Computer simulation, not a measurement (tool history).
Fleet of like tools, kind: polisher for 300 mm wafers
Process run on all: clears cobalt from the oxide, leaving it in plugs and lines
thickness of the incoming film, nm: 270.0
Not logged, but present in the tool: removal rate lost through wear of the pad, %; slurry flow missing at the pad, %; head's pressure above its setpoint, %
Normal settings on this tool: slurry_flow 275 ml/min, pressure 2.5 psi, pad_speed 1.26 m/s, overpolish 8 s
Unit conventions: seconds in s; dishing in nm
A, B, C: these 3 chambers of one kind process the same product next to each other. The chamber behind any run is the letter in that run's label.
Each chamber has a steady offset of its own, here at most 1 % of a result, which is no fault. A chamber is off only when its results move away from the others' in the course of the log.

run,hour,slurry_flow,pressure,pad_speed,overpolish,wafers polished on this pad,hours since the slurry nozzle was cleaned,hours since the head pressure was calibrated,seconds,dishing
1B,11.5,275,2.5,1.26,8,882,364,640.4,41.795,31.862
2C,18.7,275,2.5,1.26,8,298,48.2,353.8,42.591,30.994
3A,25.8,275,2.5,1.26,8,907,207.6,601.6,40.626,29.672
4A,36.1,275,2.5,1.26,8,1019,217.9,611.9,40.71,30.679
# hour 40.6: chamber B: worn pad replaced by a new one
5B,47.3,275,2.5,1.26,8,73,399.8,676.2,41.006,31.937
6C,53.4,275,2.5,1.26,8,677,82.9,388.5,42.733,30.345
7B,63.6,275,2.5,1.26,8,251,416.1,692.5,40.75,29.713
# hour 65.7: chamber A: worn pad replaced by a new one
8A,74.4,320,2.5,1.26,8,95,256.2,650.2,40.752,30.32
9C,82.2,320,2.5,1.26,8,991,111.7,417.3,41.543,30.786
# hour 87.9: chamber C: worn pad replaced by a new one
10A,90.2,320,2.5,1.26,8,268,272,666,42.295,30.89
11B,96.1,275,2.5,1.26,8,605,448.6,725,41.874,31.585
12C,104.2,310,2.5,1.26,8,178,133.7,439.3,41.698,30.799
13A,113.6,310,2.5,1.26,8,523,295.4,689.4,41.462,31.544
# hour 120.7: chamber A: slurry nozzle cleaned
14B,121.4,310,2.5,1.26,8,881,473.9,750.3,41.215,30.657
15C,126.8,195,2.5,1.26,12,424,156.3,461.9,43.758,37.272
16C,134.7,195,2.5,1.26,12,510,164.2,469.8,43.062,35.074
17B,140.2,195,2.5,1.26,12,1086,492.7,769.1,42.227,36.332
# hour 146.7: chamber B: worn pad replaced by a new one
18A,151.6,275,2.5,1.26,8,937,31,727.4,42.172,31.29
# hour 157.3: chamber C: slurry nozzle cleaned
19A,160,275,2.5,1.26,8,1029,39.4,735.8,42.239,31.299
20B,165.7,275,2.5,1.26,8,207,518.2,794.6,41.342,30.968
# hour 174.8: chamber C: worn pad replaced by a new one
# hour 174.9: chamber C: head pressure recalibrated
21C,177.9,275,2.5,1.26,8,34,20.6,3.1,43.296,30.933
22A,184.4,275,2.5,1.26,8,1295,63.8,760.2,41.64,31.092
23C,195.4,350,3.4,1.26,8,225,38.1,20.6,30.216,37.01
# hour 196.3: chamber A: worn pad replaced by a new one
24B,202,350,3.4,1.26,8,603,554.5,830.9,29.674,35.709
25C,207.5,350,3.4,1.26,8,357,50.2,32.7,30.333,37.124
26A,217,275,2.5,1.26,8,226,96.4,792.8,42.76,30.358
27B,225.1,275,2.5,1.26,8,854,577.6,854,41.703,30.469
28B,232.8,275,2.5,1.26,8,938,585.3,861.7,42.721,30.297
29A,243.3,275,2.5,1.26,8,513,122.7,819.1,41.827,30.099
# hour 251.5: chamber A: head pressure recalibrated
30C,255.5,275,2.5,1.26,8,880,98.2,80.7,40.67,30.214
31B,264,275,2.8,1.26,8,1279,616.5,892.9,37.51,32.207
# hour 268.7: chamber B: worn pad replaced by a new one
32C,270.9,275,2.8,1.26,8,1048,113.6,96.1,37.819,32.71
33A,276.9,275,2.8,1.26,8,879,156.3,25.5,37.102,32.535
34A,285.6,275,2.5,1.26,8,974,165,34.2,40.82,30.071
# hour 291.4: chamber C: worn pad replaced by a new one
35B,291.7,275,2.5,1.26,8,251,644.2,920.6,41.979,30.601
36C,299.6,275,2.5,1.26,8,89,142.3,124.8,41.817,30.656

Is one chamber off against the others, does the gauge drift, or is nothing wrong? If a chamber is off, say which, and what the likeliest cause is.

All chambers stay in line apart from their small fixed offsets, and the gauge does not drift.
